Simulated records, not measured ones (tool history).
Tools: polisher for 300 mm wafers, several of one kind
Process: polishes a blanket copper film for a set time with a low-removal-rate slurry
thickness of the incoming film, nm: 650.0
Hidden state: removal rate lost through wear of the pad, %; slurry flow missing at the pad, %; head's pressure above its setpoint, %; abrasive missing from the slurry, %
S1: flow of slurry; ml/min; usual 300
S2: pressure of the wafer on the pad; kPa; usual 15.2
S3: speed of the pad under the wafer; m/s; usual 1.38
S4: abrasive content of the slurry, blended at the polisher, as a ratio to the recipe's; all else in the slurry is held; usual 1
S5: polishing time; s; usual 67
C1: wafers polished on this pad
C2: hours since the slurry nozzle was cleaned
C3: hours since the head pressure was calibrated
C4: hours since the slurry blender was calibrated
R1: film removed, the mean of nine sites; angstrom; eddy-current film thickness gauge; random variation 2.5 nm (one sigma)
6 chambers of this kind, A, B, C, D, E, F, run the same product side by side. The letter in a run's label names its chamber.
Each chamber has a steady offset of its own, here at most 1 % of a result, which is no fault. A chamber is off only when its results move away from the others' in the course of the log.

{"run": "1C", "day": 0.6, "S1": 300, "S2": 15.2, "S3": 1.38, "S4": 1, "S5": 67, "C1": 996, "C2": 414.4, "C3": 862.2, "C4": 154.1, "R1": 2129.9}
{"day": 0.733, "done": "chamber A: worn pad replaced by a new one"}
{"run": "2E", "day": 0.9, "S1": 300, "S2": 15.2, "S3": 1.38, "S4": 1, "S5": 67, "C1": 1076, "C2": 629.1, "C3": 302.1, "C4": 257.6, "R1": 2111.5}
{"day": 1.162, "done": "chamber B: worn pad replaced by a new one"}
{"run": "3B", "day": 1.275, "S1": 300, "S2": 15.2, "S3": 1.38, "S4": 1, "S5": 67, "C1": 34, "C2": 418.4, "C3": 502.6, "C4": 44.7, "R1": 2147.6}
{"day": 1.558, "done": "chamber C: worn pad replaced by a new one"}
{"run": "4D", "day": 1.583, "S1": 300, "S2": 15.2, "S3": 1.38, "S4": 1, "S5": 67, "C1": 1254, "C2": 277, "C3": 86.9, "C4": 217.3, "R1": 2141.5}
{"day": 1.721, "done": "chamber E: worn pad replaced by a new one"}
{"day": 1.988, "done": "chamber D: worn pad replaced by a new one"}
{"run": "5F", "day": 2.217, "S1": 300, "S2": 15.2, "S3": 1.38, "S4": 1, "S5": 67, "C1": 922, "C2": 275.5, "C3": 621.7, "C4": 123.9, "R1": 2122.2}
{"day": 2.462, "done": "chamber F: slurry blender recalibrated"}
{"run": "6A", "day": 2.579, "S1": 300, "S2": 15.2, "S3": 1.38, "S4": 1, "S5": 67, "C1": 559, "C2": 286.1, "C3": 138.8, "C4": 154.3, "R1": 2118.2}
{"day": 2.783, "done": "chamber F: worn pad replaced by a new one"}
{"run": "7D", "day": 2.938, "S1": 300, "S2": 15.2, "S3": 1.38, "S4": 1, "S5": 67, "C1": 287, "C2": 309.5, "C3": 119.4, "C4": 249.8, "R1": 2131.9}
{"run": "8F", "day": 3.425, "S1": 300, "S2": 15.2, "S3": 1.38, "S4": 1, "S5": 67, "C1": 194, "C2": 304.5, "C3": 650.7, "C4": 23.1, "R1": 2140.2}
{"run": "9A", "day": 3.912, "S1": 300, "S2": 15.2, "S3": 1.38, "S4": 1, "S5": 67, "C1": 963, "C2": 318.1, "C3": 170.8, "C4": 186.3, "R1": 2111.2}
{"day": 3.992, "done": "chamber C: slurry nozzle cleaned"}
{"run": "10E", "day": 4.238, "S1": 300, "S2": 15.2, "S3": 1.38, "S4": 1, "S5": 67, "C1": 762, "C2": 709.2, "C3": 382.2, "C4": 337.7, "R1": 2113.5}
{"run": "11C", "day": 4.654, "S1": 300, "S2": 15.2, "S3": 1.38, "S4": 1, "S5": 67, "C1": 937, "C2": 15.9, "C3": 959.5, "C4": 251.4, "R1": 2117.5}
{"day": 4.8, "done": "chamber B: worn pad replaced by a new one"}
{"day": 4.938, "done": "chamber C: slurry blender recalibrated"}
{"run": "12B", "day": 5.079, "S1": 300, "S2": 15.2, "S3": 1.38, "S4": 1, "S5": 67, "C1": 84, "C2": 509.7, "C3": 593.9, "C4": 136, "R1": 2202.4}
{"run": "13B", "day": 5.621, "S1": 300, "S2": 15.2, "S3": 1.38, "S4": 1, "S5": 67, "C1": 249, "C2": 522.7, "C3": 606.9, "C4": 149, "R1": 2114.4}
{"day": 5.75, "done": "chamber F: slurry nozzle cleaned"}
{"day": 5.758, "done": "chamber A: slurry nozzle cleaned"}
{"day": 5.771, "done": "chamber E: worn pad replaced by a new one"}
{"day": 5.871, "done": "chamber B: head pressure recalibrated"}
{"run": "14C", "day": 5.908, "S1": 300, "S2": 15.2, "S3": 1.38, "S4": 1, "S5": 67, "C1": 1317, "C2": 46, "C3": 989.6, "C4": 23.3, "R1": 2152.2}
{"day": 5.938, "done": "chamber C: worn pad replaced by a new one"}
{"day": 6.004, "done": "chamber A: worn pad replaced by a new one"}
{"day": 6.242, "done": "chamber E: slurry blender recalibrated"}
{"run": "15F", "day": 6.342, "S1": 260, "S2": 12.4, "S3": 1.38, "S4": 1, "S5": 67, "C1": 1077, "C2": 14.2, "C3": 720.7, "C4": 93.1, "R1": 1663.7}
{"day": 6.7, "done": "chamber F: worn pad replaced by a new one"}
{"day": 6.962, "done": "chamber D: worn pad replaced by a new one"}
{"run": "16A", "day": 6.971, "S1": 260, "S2": 12.4, "S3": 1.38, "S4": 1, "S5": 67, "C1": 293, "C2": 29.1, "C3": 244.2, "C4": 259.7, "R1": 1732.8}
{"day": 7.062, "done": "chamber E: head pressure recalibrated"}
{"day": 7.092, "done": "chamber E: slurry nozzle cleaned"}
{"run": "17D", "day": 7.292, "S1": 260, "S2": 12.4, "S3": 1.38, "S4": 1, "S5": 67, "C1": 100, "C2": 414, "C3": 223.9, "C4": 354.3, "R1": 1724.1}
{"day": 7.483, "done": "chamber F: slurry blender recalibrated"}
{"run": "18E", "day": 7.783, "S1": 260, "S2": 12.4, "S3": 1.38, "S4": 1, "S5": 67, "C1": 609, "C2": 16.6, "C3": 17.4, "C4": 37, "R1": 1708.2}
{"run": "19E", "day": 8.317, "S1": 260, "S2": 12.4, "S3": 1.38, "S4": 1, "S5": 67, "C1": 771, "C2": 29.4, "C3": 30.2, "C4": 49.8, "R1": 1711.2}
{"day": 8.667, "done": "chamber F: head pressure recalibrated"}
{"run": "20B", "day": 8.679, "S1": 260, "S2": 12.4, "S3": 1.38, "S4": 1, "S5": 67, "C1": 1175, "C2": 596.1, "C3": 67.4, "C4": 222.4, "R1": 1713.8}
{"day": 8.904, "done": "chamber C: head pressure recalibrated"}
{"run": "21D", "day": 9.067, "S1": 400, "S2": 10.3, "S3": 1.38, "S4": 1, "S5": 67, "C1": 638, "C2": 456.6, "C3": 266.5, "C4": 396.9, "R1": 1448.7}
{"day": 9.071, "done": "chamber B: worn pad replaced by a new one"}
{"day": 9.233, "done": "chamber D: slurry blender recalibrated"}
{"run": "22F", "day": 9.362, "S1": 400, "S2": 10.3, "S3": 1.38, "S4": 1, "S5": 67, "C1": 806, "C2": 86.7, "C3": 16.7, "C4": 45.1, "R1": 1457.4}
{"day": 9.596, "done": "chamber E: worn pad replaced by a new one"}
{"run": "23C", "day": 9.729, "S1": 400, "S2": 10.3, "S3": 1.38, "S4": 1, "S5": 67, "C1": 1148, "C2": 137.7, "C3": 19.9, "C4": 115, "R1": 1484}
{"day": 9.917, "done": "chamber C: worn pad replaced by a new one"}
{"day": 10.229, "done": "chamber D: slurry nozzle cleaned"}
{"day": 10.25, "done": "chamber A: worn pad replaced by a new one"}
{"run": "24A", "day": 10.367, "S1": 400, "S2": 10.3, "S3": 1.38, "S4": 1, "S5": 67, "C1": 35, "C2": 110.6, "C3": 325.7, "C4": 341.2, "R1": 1474.6}
{"day": 10.692, "done": "chamber F: worn pad replaced by a new one"}
{"day": 10.733, "done": "chamber B: slurry blender recalibrated"}
{"run": "25A", "day": 10.838, "S1": 400, "S2": 10.3, "S3": 1.38, "S4": 1, "S5": 67, "C1": 178, "C2": 121.9, "C3": 337, "C4": 352.5, "R1": 1478}
{"day": 10.9, "done": "chamber B: slurry nozzle cleaned"}
{"run": "26F", "day": 11.45, "S1": 400, "S2": 10.3, "S3": 1.38, "S4": 1, "S5": 67, "C1": 230, "C2": 136.8, "C3": 66.8, "C4": 95.2, "R1": 1485.5}
{"run": "27C", "day": 11.888, "S1": 300, "S2": 15.2, "S3": 1.38, "S4": 1, "S5": 67, "C1": 596, "C2": 189.5, "C3": 71.7, "C4": 166.8, "R1": 2155.6}
{"day": 12.062, "done": "chamber D: worn pad replaced by a new one"}
{"day": 12.212, "done": "chamber F: slurry blender recalibrated"}
{"run": "28D", "day": 12.371, "S1": 300, "S2": 15.2, "S3": 1.38, "S4": 1, "S5": 67, "C1": 94, "C2": 51.5, "C3": 345.8, "C4": 75.3, "R1": 2089.1}
{"run": "29E", "day": 12.792, "S1": 300, "S2": 15.2, "S3": 1.38, "S4": 1, "S5": 67, "C1": 968, "C2": 136.8, "C3": 137.6, "C4": 157.2, "R1": 2100.2}
{"day": 13.208, "done": "chamber B: worn pad replaced by a new one"}
{"run": "30B", "day": 13.283, "S1": 300, "S2": 15.2, "S3": 1.38, "S4": 1, "S5": 67, "C1": 23, "C2": 57.3, "C3": 177.9, "C4": 61.3, "R1": 2161.8}
{"day": 13.379, "done": "chamber C: slurry blender recalibrated"}
{"day": 13.467, "done": "chamber E: worn pad replaced by a new one"}
{"run": "31F", "day": 13.662, "S1": 300, "S2": 15.2, "S3": 1.38, "S4": 1, "S5": 67, "C1": 900, "C2": 189.9, "C3": 119.9, "C4": 34.9, "R1": 2110.4}
{"day": 13.696, "done": "chamber C: worn pad replaced by a new one"}
{"day": 13.854, "done": "chamber D: head pressure recalibrated"}
{"day": 14.229, "done": "chamber F: worn pad replaced by a new one"}
{"run": "32D", "day": 14.25, "S1": 300, "S2": 15.2, "S3": 1.38, "S4": 1, "S5": 67, "C1": 663, "C2": 96.6, "C3": 9.5, "C4": 120.4, "R1": 2162.6}
{"day": 14.458, "done": "chamber A: slurry blender recalibrated"}
{"day": 14.467, "done": "chamber A: worn pad replaced by a new one"}
{"run": "33C", "day": 14.625, "S1": 300, "S2": 15.2, "S3": 1.38, "S4": 1, "S5": 67, "C1": 281, "C2": 255.2, "C3": 137.4, "C4": 30, "R1": 2106.2}
{"run": "34B", "day": 15.008, "S1": 300, "S2": 15.2, "S3": 1.38, "S4": 1, "S5": 67, "C1": 545, "C2": 98.7, "C3": 219.3, "C4": 102.7, "R1": 2131.6}
{"run": "35E", "day": 15.571, "S1": 300, "S2": 15.2, "S3": 1.38, "S4": 1, "S5": 67, "C1": 638, "C2": 203.5, "C3": 204.3, "C4": 223.9, "R1": 2089.4}
{"day": 16.042, "done": "chamber D: worn pad replaced by a new one"}
{"run": "36A", "day": 16.104, "S1": 300, "S2": 15.2, "S3": 1.38, "S4": 1, "S5": 67, "C1": 496, "C2": 248.3, "C3": 463.4, "C4": 39.6, "R1": 2135.5}
{"run": "37B", "day": 16.625, "S1": 300, "S2": 15.2, "S3": 1.38, "S4": 1, "S5": 67, "C1": 1035, "C2": 137.5, "C3": 258.1, "C4": 141.5, "R1": 2160.4}
{"run": "38E", "day": 17.229, "S1": 300, "S2": 15.2, "S3": 1.38, "S4": 1, "S5": 67, "C1": 1140, "C2": 243.3, "C3": 244.1, "C4": 263.7, "R1": 2125.3}
{"day": 17.317, "done": "chamber C: worn pad replaced by a new one"}
{"run": "39F", "day": 17.85, "S1": 300, "S2": 15.2, "S3": 1.38, "S4": 1, "S5": 67, "C1": 1097, "C2": 290.4, "C3": 220.4, "C4": 135.4, "R1": 2147.9}
{"day": 18.092, "done": "chamber A: slurry nozzle cleaned"}
{"run": "40C", "day": 18.317, "S1": 300, "S2": 15.2, "S3": 1.38, "S4": 1, "S5": 67, "C1": 303, "C2": 343.8, "C3": 226, "C4": 118.6, "R1": 2112.9}
{"run": "41D", "day": 18.675, "S1": 300, "S2": 15.2, "S3": 0.98, "S4": 1, "S5": 67, "C1": 797, "C2": 202.8, "C3": 115.7, "C4": 226.6, "R1": 1511.4}
{"run": "42A", "day": 19.3, "S1": 300, "S2": 15.2, "S3": 0.98, "S4": 1, "S5": 67, "C1": 1464, "C2": 29, "C3": 540.1, "C4": 116.3, "R1": 1512}

What goes on in this fleet: one chamber off, a drifting gauge, or nothing beyond the chambers' own small offsets? Name the chamber and the cause, if any.

No chamber stands off beyond its own small offset, and the gauge holds steady.
